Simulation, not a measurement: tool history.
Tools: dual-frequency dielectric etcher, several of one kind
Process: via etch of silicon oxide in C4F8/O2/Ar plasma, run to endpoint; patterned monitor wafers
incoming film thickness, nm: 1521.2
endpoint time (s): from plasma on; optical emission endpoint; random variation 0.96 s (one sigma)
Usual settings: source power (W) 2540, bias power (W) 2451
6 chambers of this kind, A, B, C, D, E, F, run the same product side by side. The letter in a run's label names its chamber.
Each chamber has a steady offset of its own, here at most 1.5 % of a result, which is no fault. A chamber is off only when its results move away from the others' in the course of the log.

| run | hour | source power (W) | bias power (W) | endpoint time (s) |
|---|---|---|---|---|
| 1A | 6.3 | 2540 | 2451 | 257.17 |
| 2F | 14.1 | 2540 | 2451 | 254.46 |
| 3C | 20.0 | 2540 | 2451 | 260.73 |
| 4D | 25.3 | 2540 | 2451 | 256.91 |
| 5E | 33.4 | 2540 | 2451 | 259.44 |
| 6B | 41.5 | 2540 | 2451 | 257.62 |
| 7C | 47.3 | 2540 | 2451 | 261.12 |
| 8B | 53.0 | 2540 | 2451 | 258.57 |
| 9E | 62.0 | 2540 | 2451 | 258.62 |
| 10D | 69.8 | 2540 | 2451 | 258.35 |
| 11A | 76.2 | 2540 | 2451 | 256.61 |
| 12F | 83.0 | 2540 | 2451 | 254.44 |
| 13D | 87.7 | 2540 | 2451 | 255.34 |
| 14F | 93.6 | 2940 | 2765 | 231.98 |
| 15C | 100.4 | 2940 | 2765 | 236.93 |
| 16E | 107.8 | 2940 | 2765 | 237.14 |
| 17B | 114.7 | 2940 | 2765 | 233.78 |
| 18A | 123.8 | 2940 | 2765 | 234.30 |
| 19D | 130.3 | 2940 | 2765 | 232.85 |
| 20B | 137.4 | 2540 | 2451 | 255.84 |
|  | 139.5 | chamber A: wet clean of the chamber |
| 21A | 144.0 | 2540 | 2451 | 256.12 |
|  | 148.2 | chamber B: bias power generator calibrated |
| 22C | 149.9 | 2540 | 2451 | 259.56 |
| 23F | 155.4 | 2540 | 2451 | 255.64 |
| 24E | 163.6 | 2540 | 2987 | 242.45 |
| 25D | 172.1 | 2540 | 2987 | 242.80 |
| 26F | 176.4 | 2540 | 2987 | 239.32 |
| 27A | 182.3 | 2540 | 2987 | 242.87 |
| 28B | 188.1 | 2540 | 2987 | 240.94 |
| 29C | 195.0 | 2540 | 2987 | 243.17 |
|  | 198.0 | chamber D: wet clean of the chamber |
| 30E | 199.5 | 2540 | 2451 | 258.94 |
| 31F | 203.8 | 2540 | 2451 | 253.97 |
| 32E | 209.5 | 2540 | 2451 | 259.92 |
|  | 211.1 | chamber E: wet clean of the chamber |
| 33B | 215.1 | 1940 | 2451 | 284.60 |
| 34C | 224.3 | 1940 | 2451 | 286.61 |
| 35D | 229.7 | 1940 | 2451 | 286.24 |
| 36A | 235.9 | 1940 | 2451 | 283.57 |
| 37B | 240.0 | 1940 | 2451 | 284.41 |
| 38D | 244.1 | 1940 | 2451 | 285.33 |
| 39F | 253.2 | 2030 | 2451 | 278.98 |
| 40E | 259.8 | 2030 | 2451 | 282.96 |
|  | 263.1 | chamber C: wet clean of the chamber |
| 41A | 267.4 | 2030 | 2451 | 283.17 |
| 42C | 275.2 | 2030 | 2451 | 285.15 |
| 43E | 284.2 | 2030 | 2451 | 284.59 |
| 44F | 290.0 | 2030 | 2451 | 279.44 |

Next, every chamber runs the same settings. What will each give?
| 45A | 296.6 | 2540 | 2451 | ? |
| 45B | 296.6 | 2540 | 2451 | ? |
| 45C | 296.6 | 2540 | 2451 | ? |
| 45D | 296.6 | 2540 | 2451 | ? |
| 45E | 296.6 | 2540 | 2451 | ? |
| 45F | 296.6 | 2540 | 2451 | ? |

| run | endpoint time (s) |
|---|---|
| 45A | 257.87 |
| 45B | 250.30 |
| 45C | 257.97 |
| 45D | 256.65 |
| 45E | 259.35 |
| 45F | 254.82 |
